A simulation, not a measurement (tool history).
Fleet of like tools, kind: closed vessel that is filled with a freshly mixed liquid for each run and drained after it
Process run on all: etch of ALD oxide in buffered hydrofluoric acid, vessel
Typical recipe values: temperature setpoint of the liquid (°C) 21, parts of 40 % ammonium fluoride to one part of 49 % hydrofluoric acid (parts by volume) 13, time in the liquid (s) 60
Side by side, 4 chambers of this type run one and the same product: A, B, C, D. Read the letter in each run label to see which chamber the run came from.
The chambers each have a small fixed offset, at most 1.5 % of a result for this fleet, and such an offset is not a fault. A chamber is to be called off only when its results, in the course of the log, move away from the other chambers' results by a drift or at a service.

run   hour  temperature setpoint of the liquid (°C)  parts of 40 % ammonium fluoride to one part of 49 % hydrofluoric acid (parts by volume)  time in the liquid (s)  hours since the thermometer was replaced  hours since the hydrofluoric acid flow meter was replaced  read-back film thickness of the ALD oxide reference wafer, read on the same gauge (nm)  thickness taken off the ALD oxide on a monitor wafer (Å)
 1A   10.4                                       21                                                                                       13                      60                                     815.9                                                      271.6                                                                                  60.009                                                    732.22
 2B   18.9                                       21                                                                                       13                      60                                     549.5                                                        769                                                                                  59.994                                                    728.32
 3C   24.7                                       21                                                                                       13                      60                                     936.3                                                       40.5                                                                                  60.022                                                       715
 4D   30.7                                       21                                                                                       13                      60                                     822.2                                                      463.1                                                                                  60.002                                                    725.23
 5A   37.5                                       21                                                                                       13                      60                                       843                                                      298.7                                                                                  59.978                                                    727.76
 6D   45.5                                       21                                                                                       13                      60                                       837                                                      477.9                                                                                  59.979                                                    728.15
 7C   51.5                                       21                                                                                       13                      60                                     963.1                                                       67.3                                                                                   60.01                                                    709.13
 8B   61.4                                       21                                                                                       13                      60                                       592                                                      811.5                                                                                  59.999                                                    721.94
 9A   66.3                                       21                                                                                       13                      60                                     871.8                                                      327.5                                                                                  59.998                                                    725.77
10C   74.3                                       19                                                                                     11.5                      60                                     985.9                                                       90.1                                                                                  60.034                                                    709.09
11B   81.2                                       19                                                                                     11.5                      60                                     611.8                                                      831.3                                                                                   60.01                                                    725.87
      84.1  -- chamber D: hydrofluoric acid flow meter replaced
12D   86.1                                       19                                                                                     11.5                      60                                     877.6                                                          2                                                                                      60                                                    723.31
13C   92.9                                       19                                                                                     11.5                      60                                    1004.5                                                      108.7                                                                                      60                                                    715.65
14D   98.7                                       21                                                                                     10.5                      40                                     890.2                                                       14.6                                                                                  59.995                                                    595.52
15B  107.1                                       21                                                                                     10.5                      40                                     637.7                                                      857.2                                                                                  60.001                                                    607.69
16A  113.7                                       21                                                                                     10.5                      40                                     919.2                                                      374.9                                                                                  60.023                                                    599.11
17C  123.6                                       21                                                                                     10.5                      40                                    1035.2                                                      139.4                                                                                  59.974                                                    584.75
18D  129.6                                       21                                                                                       13                      60                                     921.1                                                       45.5                                                                                  60.006                                                    714.91
19A  138.2                                       21                                                                                       13                      60                                     943.7                                                      399.4                                                                                  59.989                                                    731.09
20B  142.9                                       21                                                                                       13                      60                                     673.5                                                        893                                                                                  59.995                                                    747.61
21D  149.4                                       21                                                                                       13                      60                                     940.9                                                       65.3                                                                                  59.985                                                    718.38
22B  155.6                                       21                                                                                       13                      60                                     686.2                                                      905.7                                                                                  60.014                                                    769.61
23A  160.9                                       21                                                                                       13                      60                                     966.4                                                      422.1                                                                                  60.009                                                    729.65
24C  169.4                                       21                                                                                       13                      60                                      1081                                                      185.2                                                                                  59.993                                                    703.51
25A  175.4                                       21                                                                                       13                      60                                     980.9                                                      436.6                                                                                  60.009                                                    729.64
26D    183                                       21                                                                                       13                      60                                     974.5                                                       98.9                                                                                  60.003                                                    734.45

What goes on in this fleet: one chamber off, a drifting gauge, or nothing beyond the chambers' own small offsets? Name the chamber and the cause, if any.

Little by little, chamber B moves away from the other chambers.
Likeliest cause: hydrofluoric acid flow above the setpoint (%) = 9.21.
From this log alone, it may not be told apart from: liquid hotter than its thermometer reads (K).

Chamber B could run next with any of the 4 candidate recipes listed below; each alters the usual settings, and their results appear as question marks. Which one brings its results back in line with what the other chambers deliver on the usual settings?
In-line tolerance around the mean of the other chambers on the usual settings: thickness taken off the ALD oxide on a monitor wafer (Å) 22
27B-1  190.5                                     22.5                                                                                       13                      60                                                                                                                                                                                                                                                      ?
27B-2  190.5                                       21                                                                                     12.5                      60                                                                                                                                                                                                                                                      ?
27B-3  190.5                                     20.5                                                                                       13                      60                                                                                                                                                                                                                                                      ?
27B-4  190.5                                       21                                                                                       13                      55                                                                                                                                                                                                                                                      ?

On the usual settings, the other chambers give on average: thickness taken off the ALD oxide on a monitor wafer (Å) 722.26
  run  thickness taken off the ALD oxide on a monitor wafer (Å)
27B-1                                                    863.52
27B-2                                                     825.8
27B-3                                                    772.43
27B-4                                                    728.07
Change 27B-4 lands the chamber within the allowed miss of the other chambers.
